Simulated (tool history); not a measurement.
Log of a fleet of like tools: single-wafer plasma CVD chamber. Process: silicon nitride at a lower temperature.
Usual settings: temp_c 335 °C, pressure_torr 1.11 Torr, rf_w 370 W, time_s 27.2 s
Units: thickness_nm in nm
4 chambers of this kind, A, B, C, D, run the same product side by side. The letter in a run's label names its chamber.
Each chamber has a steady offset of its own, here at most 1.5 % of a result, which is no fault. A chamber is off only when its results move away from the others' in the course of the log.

run     day  temp_c  pressure_torr  rf_w  time_s  hours since the last thermocouple change  hours since the last RF generator calibration  hours since the last manometer calibration  read-back reference wafer on the same gauge, thickness_nm  thickness_nm
 1B   0.604     335           1.11   370    27.2                                    2185.9                                          983.4                                       797.2                                                     30.692        33.655
 2A   1.017     335           1.11   370    27.2                                    1722.7                                          560.5                                       524.5                                                     30.713        32.709
 3D   1.421     335           1.11   370    27.2                                     974.9                                            659                                      1165.2                                                     30.715        33.336
 4C   1.738     335           1.11   370    27.2                                    1336.6                                         1404.9                                      1924.5                                                      30.71        33.236
 5C     2.3     335           1.11   370    27.2                                    1350.1                                         1418.4                                        1938                                                     30.692        33.286
      2.879  -- chamber C: RF generator calibrated
 6B   2.896     335           1.11   370    27.2                                    2240.9                                         1038.4                                       852.2                                                     30.717        33.581
 7D   3.175     335           1.11   370    27.2                                      1017                                          701.1                                      1207.3                                                     30.712        33.135
 8A   3.533     335           1.11   370    27.2                                    1783.1                                          620.9                                       584.9                                                     30.701        32.873
 9B    3.95     335           1.11   370    27.2                                    2266.2                                         1063.7                                       877.5                                                     30.711        33.501
10A     4.4     341           1.11   370    27.2                                    1803.9                                          641.7                                       605.7                                                     30.682        32.737
11C   4.808     341           1.11   370    27.2                                    1410.3                                           46.3                                      1998.2                                                     30.705        33.289
12D   5.367     341           1.11   370    27.2                                    1069.6                                          753.7                                      1259.9                                                      30.69        33.294
      5.538  -- chamber B: thermocouple changed; heater temperature recalibrated
13A   5.867     341           1.11   370    27.2                                    1839.1                                          676.9                                       640.9                                                     30.709        32.799
14C   6.429     335           1.11   370    27.2                                    1449.2                                           85.2                                      2037.1                                                     30.708        33.271
15D   6.742     335           1.11   370    27.2                                    1102.6                                          786.7                                      1292.9                                                     30.665        33.346
16B   7.333     335           1.11   370    27.2                                      43.1                                         1144.9                                       958.7                                                     30.684        33.559
17D   7.596     335           0.87   345    27.2                                    1123.1                                          807.2                                      1313.4                                                      30.73        29.105
18A   8.138     335           0.87   345    27.2                                    1893.6                                          731.4                                       695.4                                                     30.713        28.791
19B   8.467     335           0.87   345    27.2                                      70.3                                         1172.1                                       985.9                                                     30.714        29.723
20C   9.054     335           0.87   345    27.2                                    1512.2                                          148.2                                      2100.1                                                     30.728        29.425
21D   9.588     335           1.11   370    27.2                                    1170.9                                            855                                      1361.2                                                     30.691        32.913
22B  10.083     335           1.11   370    27.2                                     109.1                                         1210.9                                      1024.7                                                     30.694        33.653
23A  10.396     335           1.02   370    27.2                                    1947.8                                          785.6                                       749.6                                                     30.689        31.928
24C  10.858     335           1.02   370    27.2                                    1555.5                                          191.5                                      2143.4                                                     30.704        32.405
25C  11.258     335           1.02   370    27.2                                    1565.1                                          201.1                                        2153                                                     30.696        32.614
26B  11.633     335           1.02   370    27.2                                     146.3                                         1248.1                                      1061.9                                                     30.704        32.908
27A  12.071     335           0.85   370    27.2                                      1988                                          825.8                                       789.8                                                      30.72        30.028
28D  12.396     335           0.85   370    27.2                                    1238.3                                          922.4                                      1428.6                                                     30.716        29.935
29B  12.775     335           0.85   370    27.2                                     173.7                                         1275.5                                      1089.3                                                     30.693        30.693
30C  13.179     335           0.85   370    27.2                                    1611.2                                          247.2                                      2199.1                                                     30.689        30.543
     13.538  -- chamber A: RF generator calibrated
31D  13.538     335           1.11   300    27.2                                    1265.7                                          949.8                                        1456                                                     30.682        28.588
32A  13.908     335           1.11   300    27.2                                    2032.1                                            8.9                                       833.9                                                     30.704        28.518
33D  14.212     335           1.11   300    27.2                                    1281.9                                            966                                      1472.2                                                     30.671         28.56
34C  14.808     335           1.11   300    27.2                                    1650.3                                          286.3                                      2238.2                                                     30.665        28.871
35A  15.275     335           1.11   370    27.2                                    2064.9                                           41.7                                       866.7                                                     30.693        32.743
36B  15.838     335           0.92   370    25.2                                     247.2                                           1349                                      1162.8                                                     30.706        29.372

What goes on in this fleet: one chamber off, a drifting gauge, or nothing beyond the chambers' own small offsets? Name the chamber and the cause, if any.

Chamber D drifts away from the others.
Cause: delivered RF power below the setpoint (%) = 3.31.
The log may not tell that from: true pressure below the setpoint (%).

Here are 4 candidates for chamber D's next run, each the usual settings with a change, their results left as question marks. Which one brings its results back in line with what the others give on the usual settings?
In line means no further than this from the other chambers' mean on the usual settings: thickness_nm 0.36 nm
37D-1  16.275     335           1.13   375      28                                                                                                                                                                                                             ?
37D-2  16.275     335           1.11   375    27.6                                                                                                                                                                                                             ?
37D-3  16.275     335           1.11   345    27.2                                                                                                                                                                                                             ?
37D-4  16.275     335           1.09   360    27.2                                                                                                                                                                                                             ?

The other chambers' mean on the usual settings: thickness_nm 33.269 nm
  run  thickness_nm
37D-1        33.929
37D-2        33.257
37D-3        31.105
37D-4        31.763
37D-2 brings the chamber back in line.

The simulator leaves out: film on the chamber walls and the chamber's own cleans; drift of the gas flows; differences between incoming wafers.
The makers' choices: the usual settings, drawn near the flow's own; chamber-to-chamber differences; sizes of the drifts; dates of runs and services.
